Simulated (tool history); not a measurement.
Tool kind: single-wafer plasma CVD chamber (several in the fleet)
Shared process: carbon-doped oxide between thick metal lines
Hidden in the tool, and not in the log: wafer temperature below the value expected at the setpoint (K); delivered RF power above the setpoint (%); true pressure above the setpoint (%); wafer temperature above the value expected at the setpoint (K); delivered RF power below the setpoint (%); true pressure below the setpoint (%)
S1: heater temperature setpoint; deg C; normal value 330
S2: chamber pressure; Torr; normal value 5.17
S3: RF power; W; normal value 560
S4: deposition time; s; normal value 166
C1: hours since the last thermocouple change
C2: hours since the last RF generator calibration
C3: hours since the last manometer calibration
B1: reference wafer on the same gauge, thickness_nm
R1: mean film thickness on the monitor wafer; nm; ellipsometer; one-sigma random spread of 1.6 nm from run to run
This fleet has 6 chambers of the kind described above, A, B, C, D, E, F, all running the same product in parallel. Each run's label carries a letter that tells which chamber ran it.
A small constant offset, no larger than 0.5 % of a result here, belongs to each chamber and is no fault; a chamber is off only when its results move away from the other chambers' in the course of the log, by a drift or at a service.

{"run": "1F", "hour": 3.9, "S1": 330, "S2": 5.17, "S3": 560, "S4": 166, "C1": 505.8, "C2": 75.7, "C3": 1634.4, "B1": 1073.8, "R1": 952.72}
{"run": "2A", "hour": 8.0, "S1": 330, "S2": 5.17, "S3": 560, "S4": 166, "C1": 869.4, "C2": 306.2, "C3": 1185.5, "B1": 1073.3, "R1": 954.44}
{"run": "3B", "hour": 11.8, "S1": 330, "S2": 5.17, "S3": 560, "S4": 166, "C1": 1342.1, "C2": 442.4, "C3": 467.3, "B1": 1073.6, "R1": 951.82}
{"run": "4D", "hour": 14.4, "S1": 330, "S2": 5.17, "S3": 560, "S4": 166, "C1": 769.8, "C2": 1896, "C3": 496.5, "B1": 1073.4, "R1": 951.74}
{"run": "5C", "hour": 18.1, "S1": 330, "S2": 5.17, "S3": 560, "S4": 166, "C1": 500.5, "C2": 1720, "C3": 114.2, "B1": 1073, "R1": 946.9}
{"run": "6E", "hour": 21.8, "S1": 330, "S2": 5.17, "S3": 560, "S4": 166, "C1": 173.5, "C2": 1090.7, "C3": 1156.8, "B1": 1073.2, "R1": 951.57}
{"run": "7D", "hour": 27.2, "S1": 319, "S2": 5.8, "S3": 560, "S4": 166, "C1": 782.6, "C2": 1908.8, "C3": 509.3, "B1": 1072.5, "R1": 1004}
{"run": "8E", "hour": 32.5, "S1": 319, "S2": 5.8, "S3": 560, "S4": 166, "C1": 184.2, "C2": 1101.4, "C3": 1167.5, "B1": 1072.2, "R1": 999.58}
{"run": "9F", "hour": 37.6, "S1": 319, "S2": 5.8, "S3": 560, "S4": 166, "C1": 539.5, "C2": 109.4, "C3": 1668.1, "B1": 1072.1, "R1": 1001.3}
{"run": "10C", "hour": 40.2, "S1": 319, "S2": 5.8, "S3": 560, "S4": 166, "C1": 522.6, "C2": 1742.1, "C3": 136.3, "B1": 1071.6, "R1": 996.88}
{"run": "11A", "hour": 43.6, "S1": 319, "S2": 5.8, "S3": 560, "S4": 166, "C1": 905, "C2": 341.8, "C3": 1221.1, "B1": 1072, "R1": 1005.3}
{"run": "12B", "hour": 48.4, "S1": 319, "S2": 5.8, "S3": 560, "S4": 166, "C1": 1378.7, "C2": 479, "C3": 503.9, "B1": 1070.8, "R1": 1003.7}
{"run": "13D", "hour": 51.2, "S1": 330, "S2": 5.17, "S3": 560, "S4": 166, "C1": 806.6, "C2": 1932.8, "C3": 533.3, "B1": 1071.4, "R1": 950.38}
{"run": "14F", "hour": 55.4, "S1": 330, "S2": 5.17, "S3": 560, "S4": 166, "C1": 557.3, "C2": 127.2, "C3": 1685.9, "B1": 1071.2, "R1": 947.39}
{"run": "15E", "hour": 60.6, "S1": 330, "S2": 4.76, "S3": 560, "S4": 166, "C1": 212.3, "C2": 1129.5, "C3": 1195.6, "B1": 1070.9, "R1": 937.97}
{"run": "16B", "hour": 63.1, "S1": 330, "S2": 4.76, "S3": 560, "S4": 166, "C1": 1393.4, "C2": 493.7, "C3": 518.6, "B1": 1070.5, "R1": 938.83}
{"run": "17A", "hour": 65.7, "S1": 330, "S2": 4.76, "S3": 560, "S4": 166, "C1": 927.1, "C2": 363.9, "C3": 1243.2, "B1": 1070.6, "R1": 940.23}
{"run": "18C", "hour": 71.0, "S1": 330, "S2": 4.76, "S3": 560, "S4": 166, "C1": 553.4, "C2": 1772.9, "C3": 167.1, "B1": 1070.4, "R1": 932.11}
{"run": "19E", "hour": 74.6, "S1": 330, "S2": 4.76, "S3": 560, "S4": 166, "C1": 226.3, "C2": 1143.5, "C3": 1209.6, "B1": 1070.3, "R1": 938.41}
{"run": "20B", "hour": 78.8, "S1": 330, "S2": 4.76, "S3": 560, "S4": 166, "C1": 1409.1, "C2": 509.4, "C3": 534.3, "B1": 1070.1, "R1": 936.05}
{"run": "21D", "hour": 83.7, "S1": 330, "S2": 5.17, "S3": 560, "S4": 166, "C1": 839.1, "C2": 1965.3, "C3": 565.8, "B1": 1070, "R1": 951.35}
{"run": "22A", "hour": 88.9, "S1": 343, "S2": 5.17, "S3": 560, "S4": 166, "C1": 950.3, "C2": 387.1, "C3": 1266.4, "B1": 1070, "R1": 914.23}
{"run": "23F", "hour": 92.6, "S1": 343, "S2": 5.17, "S3": 560, "S4": 166, "C1": 594.5, "C2": 164.4, "C3": 1723.1, "B1": 1069.1, "R1": 914.32}
{"run": "24C", "hour": 95.8, "S1": 343, "S2": 5.17, "S3": 560, "S4": 166, "C1": 578.2, "C2": 1797.7, "C3": 191.9, "B1": 1069.3, "R1": 911.76}
{"run": "25B", "hour": 99.9, "S1": 343, "S2": 5.17, "S3": 560, "S4": 166, "C1": 1430.2, "C2": 530.5, "C3": 555.4, "B1": 1069, "R1": 911.96}
{"run": "26D", "hour": 102.8, "S1": 343, "S2": 5.17, "S3": 560, "S4": 166, "C1": 858.2, "C2": 1984.4, "C3": 584.9, "B1": 1069.1, "R1": 913.5}
{"run": "27F", "hour": 108.0, "S1": 343, "S2": 5.17, "S3": 560, "S4": 166, "C1": 609.9, "C2": 179.8, "C3": 1738.5, "B1": 1069.1, "R1": 912.59}
{"run": "28E", "hour": 111.5, "S1": 330, "S2": 5.17, "S3": 560, "S4": 166, "C1": 263.2, "C2": 1180.4, "C3": 1246.5, "B1": 1068.6, "R1": 947.39}
{"run": "29A", "hour": 114.7, "S1": 330, "S2": 5.17, "S3": 560, "S4": 166, "C1": 976.1, "C2": 412.9, "C3": 1292.2, "B1": 1069, "R1": 950.38}
{"run": "30C", "hour": 119.5, "S1": 330, "S2": 4.03, "S3": 560, "S4": 166, "C1": 601.9, "C2": 1821.4, "C3": 215.6, "B1": 1068.4, "R1": 909.09}
{"run": "31B", "hour": 124.3, "S1": 330, "S2": 4.03, "S3": 560, "S4": 166, "C1": 1454.6, "C2": 554.9, "C3": 579.8, "B1": 1068.1, "R1": 913.15}
{"run": "32C", "hour": 128.4, "S1": 330, "S2": 4.03, "S3": 560, "S4": 166, "C1": 610.8, "C2": 1830.3, "C3": 224.5, "B1": 1067.8, "R1": 909.36}
{"run": "33F", "hour": 130.9, "S1": 330, "S2": 4.03, "S3": 560, "S4": 166, "C1": 632.8, "C2": 202.7, "C3": 1761.4, "B1": 1067.7, "R1": 909.9}
{"run": "34E", "hour": 133.8, "S1": 330, "S2": 4.03, "S3": 560, "S4": 166, "C1": 285.5, "C2": 1202.7, "C3": 1268.8, "B1": 1067.2, "R1": 912.1}
{"run": "35A", "hour": 136.3, "S1": 330, "S2": 4.03, "S3": 560, "S4": 166, "C1": 997.7, "C2": 434.5, "C3": 1313.8, "B1": 1067.5, "R1": 917.04}
{"run": "36D", "hour": 139.6, "S1": 330, "S2": 5.17, "S3": 560, "S4": 166, "C1": 895, "C2": 2021.2, "C3": 621.7, "B1": 1067.6, "R1": 947.75}
{"run": "37C", "hour": 144.5, "S1": 330, "S2": 5.17, "S3": 560, "S4": 166, "C1": 626.9, "C2": 1846.4, "C3": 240.6, "B1": 1066.9, "R1": 942.57}

Next, every chamber runs the same settings. What will each give?
{"run": "38A", "hour": 148.4, "S1": 330, "S2": 5.63, "S3": 560, "S4": 166, "R1": "?"}
{"run": "38B", "hour": 148.4, "S1": 330, "S2": 5.63, "S3": 560, "S4": 166, "R1": "?"}
{"run": "38C", "hour": 148.4, "S1": 330, "S2": 5.63, "S3": 560, "S4": 166, "R1": "?"}
{"run": "38D", "hour": 148.4, "S1": 330, "S2": 5.63, "S3": 560, "S4": 166, "R1": "?"}
{"run": "38E", "hour": 148.4, "S1": 330, "S2": 5.63, "S3": 560, "S4": 166, "R1": "?"}
{"run": "38F", "hour": 148.4, "S1": 330, "S2": 5.63, "S3": 560, "S4": 166, "R1": "?"}

run=38A R1=960.41
run=38B R1=956.62
run=38C R1=956.56
run=38D R1=958.19
run=38E R1=958.86
run=38F R1=956.56
